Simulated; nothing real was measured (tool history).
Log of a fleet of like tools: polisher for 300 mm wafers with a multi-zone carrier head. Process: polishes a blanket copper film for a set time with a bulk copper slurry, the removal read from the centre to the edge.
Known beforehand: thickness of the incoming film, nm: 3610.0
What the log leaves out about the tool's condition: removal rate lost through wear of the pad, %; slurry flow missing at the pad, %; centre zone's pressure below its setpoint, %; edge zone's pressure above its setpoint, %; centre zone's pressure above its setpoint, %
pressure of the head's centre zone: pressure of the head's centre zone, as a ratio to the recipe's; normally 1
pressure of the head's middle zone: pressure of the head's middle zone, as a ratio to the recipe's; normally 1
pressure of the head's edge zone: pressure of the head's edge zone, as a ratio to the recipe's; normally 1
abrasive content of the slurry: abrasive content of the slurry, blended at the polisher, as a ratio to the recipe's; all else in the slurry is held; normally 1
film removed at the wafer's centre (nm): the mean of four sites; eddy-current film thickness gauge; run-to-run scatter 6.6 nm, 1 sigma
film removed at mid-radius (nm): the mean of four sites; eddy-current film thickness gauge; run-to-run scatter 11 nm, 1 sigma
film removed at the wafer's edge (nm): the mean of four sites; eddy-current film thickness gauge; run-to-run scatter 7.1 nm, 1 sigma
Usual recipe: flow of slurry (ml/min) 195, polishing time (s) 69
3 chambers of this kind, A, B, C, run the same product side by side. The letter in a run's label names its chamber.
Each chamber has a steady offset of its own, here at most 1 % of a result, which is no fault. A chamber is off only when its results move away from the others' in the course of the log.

run   hour  flow of slurry (ml/min)  pressure of the head's centre zone  pressure of the head's middle zone  pressure of the head's edge zone  abrasive content of the slurry  polishing time (s)  wafers polished on this pad  hours since the slurry nozzle was cleaned  hours since the centre zone pressure was calibrated  hours since the edge zone pressure was calibrated  film removed at the wafer's centre (nm)  film removed at mid-radius (nm)  film removed at the wafer's edge (nm)
 1B    4.1                      195                                   1                                   1                                 1                               1                  69                          410                                       12.5                                                550.1                                              291.2                                   781.92                           774.18                                 785.14
       6.4  -- chamber C: edge zone pressure recalibrated
 2A    9.2                      195                                   1                                   1                                 1                               1                  69                          228                                      645.7                                                393.5                                                691                                   770.42                           763.34                                 765.36
 3C   13.5                      195                                   1                                   1                                 1                               1                  69                          281                                       64.8                                                  830                                                7.2                                   761.59                            773.9                                 778.06
 4A   16.3                      195                                   1                                   1                                 1                               1                  69                          280                                      652.8                                                400.6                                              698.1                                   774.24                           780.26                                 779.65
 5B   20.5                      195                                   1                                   1                                 1                               1                  69                          529                                       28.9                                                566.5                                              307.6                                   780.54                           778.29                                 767.54
 6C   24.2                      195                                   1                                   1                                 1                               1                  69                          359                                       75.5                                                840.7                                               17.9                                   770.76                           785.21                                 771.11
 7B   28.3                      195                                   1                                   1                                 1                               1                  69                          586                                       36.7                                                574.3                                              315.4                                   772.78                            786.9                                 761.76
 8A   31.1                      195                                   1                                   1                                 1                               1                  69                          388                                      667.6                                                415.4                                              712.9                                   772.81                           758.63                                 779.15
 9C   34.6                      195                                   1                                   1                                 1                            0.85                  69                          435                                       85.9                                                851.1                                               28.3                                   746.48                           753.04                                 754.91
      35.4  -- chamber A: slurry nozzle cleaned
10A   37.5                      195                                   1                                   1                                 1                            0.85                  69                          435                                        2.2                                                421.8                                              719.3                                   742.38                           752.32                                 758.84
11C   40.9                      195                                   1                                   1                                 1                            0.85                  69                          481                                       92.2                                                857.4                                               34.6                                   740.01                           752.28                                    743
12B   44.9                      195                                   1                                   1                                 1                               1                  69                          707                                       53.3                                                590.9                                                332                                   771.68                           750.66                                 759.83
13B   49.4                      195                                   1                                   1                                 1                               1                  69                          740                                       57.8                                                595.4                                              336.5                                   761.94                            766.3                                  762.7
14A   54.5                      195                                   1                                   1                                 1                               1                  69                          558                                       19.2                                                438.8                                              736.3                                   776.93                           776.03                                  778.9
15C   58.4                      195                                   1                                   1                                 1                               1                  69                          608                                      109.7                                                874.9                                               52.1                                   773.27                              781                                 775.01
16C   60.8                      195                                   1                                   1                                 1                               1                  69                          626                                      112.1                                                877.3                                               54.5                                   765.23                           796.72                                 783.74
        64  -- chamber C: centre zone pressure recalibrated
17B   65.2                      195                                   1                                   1                                 1                               1                  69                          855                                       73.6                                                611.2                                              352.3                                   761.48                           746.07                                 742.69
18A   70.3                      195                                   1                                   1                                 1                               1                  69                          674                                         35                                                454.6                                              752.1                                   776.01                           768.77                                 793.01
19B   73.5                      195                                   1                                   1                                 1                               1                  69                          916                                       81.9                                                619.5                                              360.6                                   744.05                           742.41                                 744.53
      76.7  -- chamber A: worn pad replaced by a new one
20A   78.1                      195                                   1                                   1                                 1                               1                  69                           10                                       42.8                                                462.4                                              759.9                                   778.22                           785.36                                 778.65
21C   82.5                      195                                   1                                   1                                 1                               1                  69                          784                                      133.8                                                 18.5                                               76.2                                    776.6                           792.71                                 783.25
22B     87                      195                                   1                                   1                                 1                               1                  69                         1014                                       95.4                                                  633                                              374.1                                   722.14                           747.71                                  738.8
23A   92.2                      195                                   1                                   1                                 1                               1                  69                          113                                       56.9                                                476.5                                                774                                   784.79                           795.32                                  782.4
24C   95.3                      175                                   1                                   1                              1.04                               1                  69                          877                                      146.6                                                 31.3                                                 89                                   768.12                           763.65                                 784.34
25B   98.2                      175                                   1                                   1                              1.04                               1                  69                         1096                                      106.6                                                644.2                                              385.3                                   716.39                           724.98                                  728.6
26C  100.8                      175                                   1                                   1                              1.04                               1                  69                          917                                      152.1                                                 36.8                                               94.5                                   766.67                           776.59                                 778.06
27A  103.9                      195                                   1                                   1                                 1                            1.15                  85                          198                                       68.6                                                488.2                                              785.7                                   983.51                           1013.1                                 998.99
28B  106.6                      195                                   1                                   1                                 1                            1.15                  85                         1157                                        115                                                652.6                                              393.7                                   909.79                           918.34                                 917.33
29C    110                      195                                   1                                   1                                 1                            1.15                  85                          984                                      161.3                                                   46                                              103.7                                   993.83                           996.65                                 993.04
30A  113.9                      195                                   1                                   1                                 1                               1                  69                          271                                       78.6                                                498.2                                              795.7                                   774.15                           782.42                                 778.12
31C  117.5                      195                                   1                                   1                                 1                               1                  69                         1039                                      168.8                                                 53.5                                              111.2                                   790.36                           764.73                                 761.98
32B    122                      195                                   1                                   1                                 1                               1                  69                         1269                                      130.4                                                  668                                              409.1                                   723.79                           724.46                                 718.33
33A  125.4                      195                                   1                                   1                                 1                               1                  69                          355                                       90.1                                                509.7                                              807.2                                   774.65                           768.56                                 786.65
34B  128.8                      195                                   1                                   1                                 1                               1                  69                         1318                                      137.2                                                674.8                                              415.9                                   714.54                           696.02                                  711.5
35C  132.7                      195                                   1                                   1                                 1                               1                  69                         1150                                        184                                                 68.7                                              126.4                                   773.98                           783.81                                 780.64
36A  135.7                      195                                   1                                   1                                 1                               1                  69                          430                                      100.4                                                  520                                              817.5                                   778.56                           780.87                                 799.52

Next, all 3 chambers run the settings below, one line each with question marks for the results. What does each chamber give?
37A  139.5                      195                                   1                                   1                                 1                               1                  69                                                                                                                                                                                                                        ?                                ?                                      ?
37B  139.5                      195                                   1                                   1                                 1                               1                  69                                                                                                                                                                                                                        ?                                ?                                      ?
37C  139.5                      195                                   1                                   1                                 1                               1                  69                                                                                                                                                                                                                        ?                                ?                                      ?

run  film removed at the wafer's centre (nm)  film removed at mid-radius (nm)  film removed at the wafer's edge (nm)
37A                                   772.78                           783.75                                 791.24
37B                                   710.42                           705.86                                 697.22
37C                                   762.25                           786.15                                 779.74
